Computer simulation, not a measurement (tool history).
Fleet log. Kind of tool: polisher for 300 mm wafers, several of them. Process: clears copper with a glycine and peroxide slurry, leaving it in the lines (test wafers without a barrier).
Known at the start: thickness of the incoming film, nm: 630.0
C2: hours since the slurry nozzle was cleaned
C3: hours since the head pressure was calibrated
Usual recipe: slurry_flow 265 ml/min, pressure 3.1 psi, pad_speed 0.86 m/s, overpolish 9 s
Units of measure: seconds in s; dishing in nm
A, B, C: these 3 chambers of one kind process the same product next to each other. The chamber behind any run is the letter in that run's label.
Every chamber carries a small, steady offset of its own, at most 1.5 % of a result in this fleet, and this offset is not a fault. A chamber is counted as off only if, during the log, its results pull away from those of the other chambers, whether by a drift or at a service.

Run 1A, hour 14.7: usual settings; wafers polished on this pad 203; C2 297.4; C3 775.6. Result: seconds 107.54 s, dishing 36.419 nm.
Run 2C, hour 28.3: usual settings; wafers polished on this pad 503; C2 49; C3 345.2. Result: seconds 105.14 s, dishing 36.034 nm.
Run 3B, hour 38: usual settings; wafers polished on this pad 1067; C2 322.1; C3 518.5. Result: seconds 104.08 s, dishing 35.753 nm.
At hour 38.1: chamber B: head pressure recalibrated.
At hour 46.5: chamber B: worn pad replaced by a new one.
Run 4C, hour 50.9: usual settings; wafers polished on this pad 744; C2 71.6; C3 367.8. Result: seconds 103.57 s, dishing 37.148 nm.
Run 5A, hour 64.6: usual settings but pad_speed 0.74 m/s, overpolish 5 s; wafers polished on this pad 733; C2 347.3; C3 825.5. Result: seconds 119.46 s, dishing 20.155 nm.
Run 6B, hour 80.9: usual settings but pad_speed 0.74 m/s, overpolish 5 s; wafers polished on this pad 365; C2 365; C3 42.8. Result: seconds 117.49 s, dishing 20.185 nm.
Run 7A, hour 90.4: usual settings but pad_speed 0.74 m/s, overpolish 5 s; wafers polished on this pad 1007; C2 373.1; C3 851.3. Result: seconds 120.42 s, dishing 19.597 nm.
At hour 90.9: chamber B: slurry nozzle cleaned.
Run 8B, hour 98.5: usual settings; wafers polished on this pad 552; C2 7.6; C3 60.4. Result: seconds 104.22 s, dishing 35.382 nm.
Run 9C, hour 106: usual settings but pad_speed 1.08 m/s, overpolish 7 s; wafers polished on this pad 1329; C2 126.7; C3 422.9. Result: seconds 88.036 s, dishing 33.969 nm.
At hour 111.6: chamber C: worn pad replaced by a new one.
Run 10C, hour 118: usual settings but pad_speed 1.08 m/s, overpolish 7 s; wafers polished on this pad 69; C2 138.7; C3 434.9. Result: seconds 85.391 s, dishing 34.276 nm.
Run 11A, hour 128.5: usual settings but pad_speed 1.08 m/s, overpolish 7 s; wafers polished on this pad 1412; C2 411.2; C3 889.4. Result: seconds 88.921 s, dishing 32.226 nm.
At hour 131.9: chamber A: worn pad replaced by a new one.
Run 12B, hour 137: usual settings; wafers polished on this pad 962; C2 46.1; C3 98.9. Result: seconds 103.85 s, dishing 36.42 nm.
Run 13B, hour 144.5: usual settings but slurry_flow 205 ml/min, pressure 4.2 psi; wafers polished on this pad 1041; C2 53.6; C3 106.4. Result: seconds 85.059 s, dishing 42.417 nm.
At hour 154.1: chamber C: head pressure recalibrated.
Run 14C, hour 158: usual settings but slurry_flow 205 ml/min, pressure 4.2 psi; wafers polished on this pad 494; C2 178.7; C3 3.9. Result: seconds 83.756 s, dishing 41.701 nm.
At hour 162.9: chamber B: worn pad replaced by a new one.
Run 15A, hour 168.4: usual settings but slurry_flow 205 ml/min, pressure 4.2 psi; wafers polished on this pad 388; C2 451.1; C3 929.3. Result: seconds 84.519 s, dishing 42.481 nm.
At hour 173: chamber A: slurry nozzle cleaned.
Run 16B, hour 184: usual settings; wafers polished on this pad 224; C2 93.1; C3 145.9. Result: seconds 105.23 s, dishing 36.279 nm.
Run 17A, hour 196.2: usual settings but pressure 3.7 psi, pad_speed 0.74 m/s; wafers polished on this pad 684; C2 23.3; C3 957.1. Result: seconds 103.96 s, dishing 37.187 nm.
Run 18C, hour 204: usual settings but pressure 3.7 psi, pad_speed 0.74 m/s; wafers polished on this pad 983; C2 224.7; C3 49.9. Result: seconds 102.42 s, dishing 37.476 nm.
Run 19B, hour 217.9: usual settings but pressure 3.7 psi, pad_speed 0.74 m/s; wafers polished on this pad 585; C2 127; C3 179.8. Result: seconds 102.23 s, dishing 38.068 nm.
Run 20A, hour 229.5: usual settings; wafers polished on this pad 1038; C2 56.6; C3 990.4. Result: seconds 105.53 s, dishing 35.974 nm.
Run 21C, hour 241: usual settings; wafers polished on this pad 1376; C2 261.7; C3 86.9. Result: seconds 104.29 s, dishing 36.398 nm.
Run 22C, hour 254.3: usual settings; wafers polished on this pad 1517; C2 275; C3 100.2. Result: seconds 104.65 s, dishing 35.542 nm.
At hour 255.7: chamber C: worn pad replaced by a new one.
At hour 256.8: chamber A: worn pad replaced by a new one.
Run 23A, hour 264.6: usual settings but slurry_flow 325 ml/min, overpolish 12 s; wafers polished on this pad 83; C2 91.7; C3 1025.5. Result: seconds 101.88 s, dishing 47.151 nm.
At hour 277.5: chamber B: worn pad replaced by a new one.
Run 24B, hour 280.1: usual settings but slurry_flow 325 ml/min, overpolish 12 s; wafers polished on this pad 28; C2 189.2; C3 242. Result: seconds 101.11 s, dishing 46.179 nm.
Run 25C, hour 287.5: usual settings but slurry_flow 325 ml/min, overpolish 12 s; wafers polished on this pad 338; C2 308.2; C3 133.4. Result: seconds 102.51 s, dishing 45.655 nm.
Run 26A, hour 298.4: usual settings; wafers polished on this pad 443; C2 125.5; C3 1059.3. Result: seconds 104.35 s, dishing 37.695 nm.
Run 27B, hour 306: usual settings; wafers polished on this pad 303; C2 215.1; C3 267.9. Result: seconds 105.13 s, dishing 35.722 nm.
Run 28B, hour 314.8: usual settings; wafers polished on this pad 397; C2 223.9; C3 276.7. Result: seconds 105.42 s, dishing 35.587 nm.
Run 29C, hour 323: usual settings; wafers polished on this pad 715; C2 343.7; C3 168.9. Result: seconds 105.16 s, dishing 35.47 nm.

Next, every chamber runs the same settings. What will each give?
Run 30A, hour 334.8: usual settings. Result: seconds ?, dishing ?.
Run 30B, hour 334.8: usual settings. Result: seconds ?, dishing ?.
Run 30C, hour 334.8: usual settings. Result: seconds ?, dishing ?.

run  seconds  dishing
30A   106.61    36.02
30B   103.41   38.072
30C   101.94   35.055
